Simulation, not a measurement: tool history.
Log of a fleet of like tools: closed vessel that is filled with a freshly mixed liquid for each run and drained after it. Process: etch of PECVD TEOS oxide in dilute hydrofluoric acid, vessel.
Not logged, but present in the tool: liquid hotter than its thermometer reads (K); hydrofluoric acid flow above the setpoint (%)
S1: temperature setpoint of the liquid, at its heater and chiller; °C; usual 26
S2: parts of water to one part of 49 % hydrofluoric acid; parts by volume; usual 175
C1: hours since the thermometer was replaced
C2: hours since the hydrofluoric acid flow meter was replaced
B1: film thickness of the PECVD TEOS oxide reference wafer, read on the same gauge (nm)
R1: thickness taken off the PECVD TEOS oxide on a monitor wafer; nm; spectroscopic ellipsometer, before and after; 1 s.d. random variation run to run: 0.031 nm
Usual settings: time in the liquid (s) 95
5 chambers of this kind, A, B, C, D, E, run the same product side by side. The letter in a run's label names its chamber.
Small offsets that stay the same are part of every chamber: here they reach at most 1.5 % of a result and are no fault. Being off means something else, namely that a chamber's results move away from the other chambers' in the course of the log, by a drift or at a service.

{"run": "1D", "hour": 7.4, "S1": 26, "S2": 175, "time in the liquid (s)": 95, "C1": 418.6, "C2": 1165.6, "B1": 150.02, "R1": 4.544}
{"run": "2C", "hour": 21.3, "S1": 26, "S2": 175, "time in the liquid (s)": 95, "C1": 56.3, "C2": 928.8, "B1": 149.99, "R1": 4.5136}
{"run": "3B", "hour": 34.1, "S1": 26, "S2": 175, "time in the liquid (s)": 95, "C1": 1551.2, "C2": 1286.9, "B1": 149.98, "R1": 4.5936}
{"run": "4A", "hour": 41.5, "S1": 26, "S2": 175, "time in the liquid (s)": 95, "C1": 262.2, "C2": 562.8, "B1": 150.01, "R1": 4.5281}
{"run": "5E", "hour": 48.6, "S1": 26, "S2": 175, "time in the liquid (s)": 95, "C1": 309.7, "C2": 227.2, "B1": 150.01, "R1": 4.6243}
{"hour": 59.9, "done": "chamber B: thermometer replaced"}
{"run": "6A", "hour": 61.2, "S1": 26, "S2": 175, "time in the liquid (s)": 95, "C1": 281.9, "C2": 582.5, "B1": 150.02, "R1": 4.5583}
{"run": "7B", "hour": 73.9, "S1": 26, "S2": 175, "time in the liquid (s)": 95, "C1": 14, "C2": 1326.7, "B1": 150.01, "R1": 4.5491}
{"run": "8D", "hour": 82.1, "S1": 26, "S2": 175, "time in the liquid (s)": 95, "C1": 493.3, "C2": 1240.3, "B1": 150.01, "R1": 4.496}
{"run": "9C", "hour": 90.5, "S1": 26, "S2": 175, "time in the liquid (s)": 95, "C1": 125.5, "C2": 998, "B1": 150, "R1": 4.5308}
{"run": "10E", "hour": 98.0, "S1": 26, "S2": 175, "time in the liquid (s)": 95, "C1": 359.1, "C2": 276.6, "B1": 150.01, "R1": 4.5515}
{"run": "11D", "hour": 110.9, "S1": 26, "S2": 175, "time in the liquid (s)": 95, "C1": 522.1, "C2": 1269.1, "B1": 149.99, "R1": 4.5499}
{"run": "12A", "hour": 119.4, "S1": 26, "S2": 175, "time in the liquid (s)": 95, "C1": 340.1, "C2": 640.7, "B1": 149.99, "R1": 4.5631}
{"run": "13C", "hour": 128.7, "S1": 26, "S2": 260, "time in the liquid (s)": 95, "C1": 163.7, "C2": 1036.2, "B1": 150, "R1": 2.7731}
{"run": "14B", "hour": 135.4, "S1": 26, "S2": 260, "time in the liquid (s)": 95, "C1": 75.5, "C2": 1388.2, "B1": 149.99, "R1": 2.814}
{"run": "15E", "hour": 143.9, "S1": 26, "S2": 260, "time in the liquid (s)": 95, "C1": 405, "C2": 322.5, "B1": 150.02, "R1": 2.7936}
{"run": "16E", "hour": 151.8, "S1": 26, "S2": 260, "time in the liquid (s)": 95, "C1": 412.9, "C2": 330.4, "B1": 150, "R1": 2.8093}
{"run": "17C", "hour": 158.3, "S1": 26, "S2": 260, "time in the liquid (s)": 95, "C1": 193.3, "C2": 1065.8, "B1": 149.97, "R1": 2.7525}
{"run": "18D", "hour": 164.8, "S1": 26, "S2": 175, "time in the liquid (s)": 95, "C1": 576, "C2": 1323, "B1": 149.99, "R1": 4.6039}
{"run": "19A", "hour": 174.6, "S1": 26, "S2": 175, "time in the liquid (s)": 95, "C1": 395.3, "C2": 695.9, "B1": 149.99, "R1": 4.5381}
{"run": "20B", "hour": 186.4, "S1": 26, "S2": 175, "time in the liquid (s)": 95, "C1": 126.5, "C2": 1439.2, "B1": 149.99, "R1": 4.5866}
{"run": "21C", "hour": 198.3, "S1": 26, "S2": 175, "time in the liquid (s)": 95, "C1": 233.3, "C2": 1105.8, "B1": 149.98, "R1": 4.5273}
{"run": "22B", "hour": 210.1, "S1": 26, "S2": 175, "time in the liquid (s)": 95, "C1": 150.2, "C2": 1462.9, "B1": 149.98, "R1": 4.6188}
{"run": "23A", "hour": 222.3, "S1": 24, "S2": 175, "time in the liquid (s)": 60, "C1": 443, "C2": 743.6, "B1": 150, "R1": 2.6398}
{"run": "24E", "hour": 231.5, "S1": 24, "S2": 175, "time in the liquid (s)": 60, "C1": 492.6, "C2": 410.1, "B1": 150.02, "R1": 2.6851}
{"run": "25D", "hour": 243.7, "S1": 24, "S2": 175, "time in the liquid (s)": 60, "C1": 654.9, "C2": 1401.9, "B1": 149.99, "R1": 2.7699}
{"run": "26E", "hour": 251.7, "S1": 24, "S2": 175, "time in the liquid (s)": 60, "C1": 512.8, "C2": 430.3, "B1": 149.99, "R1": 2.6596}
{"run": "27A", "hour": 260.2, "S1": 24, "S2": 175, "time in the liquid (s)": 60, "C1": 480.9, "C2": 781.5, "B1": 149.97, "R1": 2.6477}
{"run": "28D", "hour": 272.1, "S1": 26, "S2": 175, "time in the liquid (s)": 95, "C1": 683.3, "C2": 1430.3, "B1": 150.01, "R1": 4.7566}
{"run": "29B", "hour": 282.7, "S1": 26, "S2": 175, "time in the liquid (s)": 95, "C1": 222.8, "C2": 1535.5, "B1": 150.01, "R1": 4.518}
{"run": "30C", "hour": 296.1, "S1": 26, "S2": 175, "time in the liquid (s)": 95, "C1": 331.1, "C2": 1203.6, "B1": 149.97, "R1": 4.5341}
{"run": "31B", "hour": 305.7, "S1": 26, "S2": 175, "time in the liquid (s)": 95, "C1": 245.8, "C2": 1558.5, "B1": 150, "R1": 4.6218}
{"run": "32E", "hour": 313.3, "S1": 26, "S2": 215, "time in the liquid (s)": 95, "C1": 574.4, "C2": 491.9, "B1": 149.99, "R1": 3.5634}
{"run": "33A", "hour": 325.6, "S1": 26, "S2": 215, "time in the liquid (s)": 95, "C1": 546.3, "C2": 846.9, "B1": 150.02, "R1": 3.5131}
{"run": "34D", "hour": 334.1, "S1": 26, "S2": 215, "time in the liquid (s)": 95, "C1": 745.3, "C2": 1492.3, "B1": 150.01, "R1": 3.6697}
{"run": "35C", "hour": 348.3, "S1": 26, "S2": 215, "time in the liquid (s)": 95, "C1": 383.3, "C2": 1255.8, "B1": 150, "R1": 3.5499}
{"run": "36D", "hour": 362.7, "S1": 26, "S2": 215, "time in the liquid (s)": 95, "C1": 773.9, "C2": 1520.9, "B1": 150.04, "R1": 3.822}
{"run": "37B", "hour": 376.6, "S1": 26, "S2": 175, "time in the liquid (s)": 95, "C1": 316.7, "C2": 1629.4, "B1": 150.03, "R1": 4.6082}
{"run": "38A", "hour": 384.5, "S1": 26, "S2": 175, "time in the liquid (s)": 95, "C1": 605.2, "C2": 905.8, "B1": 150.03, "R1": 4.5164}
{"run": "39E", "hour": 399.4, "S1": 26, "S2": 175, "time in the liquid (s)": 95, "C1": 660.5, "C2": 578, "B1": 150.01, "R1": 4.602}
{"run": "40C", "hour": 412.6, "S1": 26, "S2": 175, "time in the liquid (s)": 95, "C1": 447.6, "C2": 1320.1, "B1": 150, "R1": 4.5391}
{"run": "41D", "hour": 426.8, "S1": 26, "S2": 175, "time in the liquid (s)": 95, "C1": 838, "C2": 1585, "B1": 150, "R1": 4.8525}

All 5 chambers run these settings next. Forecast each chamber's results:
{"run": "42A", "hour": 437.4, "S1": 29, "S2": 175, "time in the liquid (s)": 95, "R1": "?"}
{"run": "42B", "hour": 437.4, "S1": 29, "S2": 175, "time in the liquid (s)": 95, "R1": "?"}
{"run": "42C", "hour": 437.4, "S1": 29, "S2": 175, "time in the liquid (s)": 95, "R1": "?"}
{"run": "42D", "hour": 437.4, "S1": 29, "S2": 175, "time in the liquid (s)": 95, "R1": "?"}
{"run": "42E", "hour": 437.4, "S1": 29, "S2": 175, "time in the liquid (s)": 95, "R1": "?"}

run=42A R1=5.0693
run=42B R1=5.0523
run=42C R1=4.9566
run=42D R1=5.4596
run=42E R1=5.0738
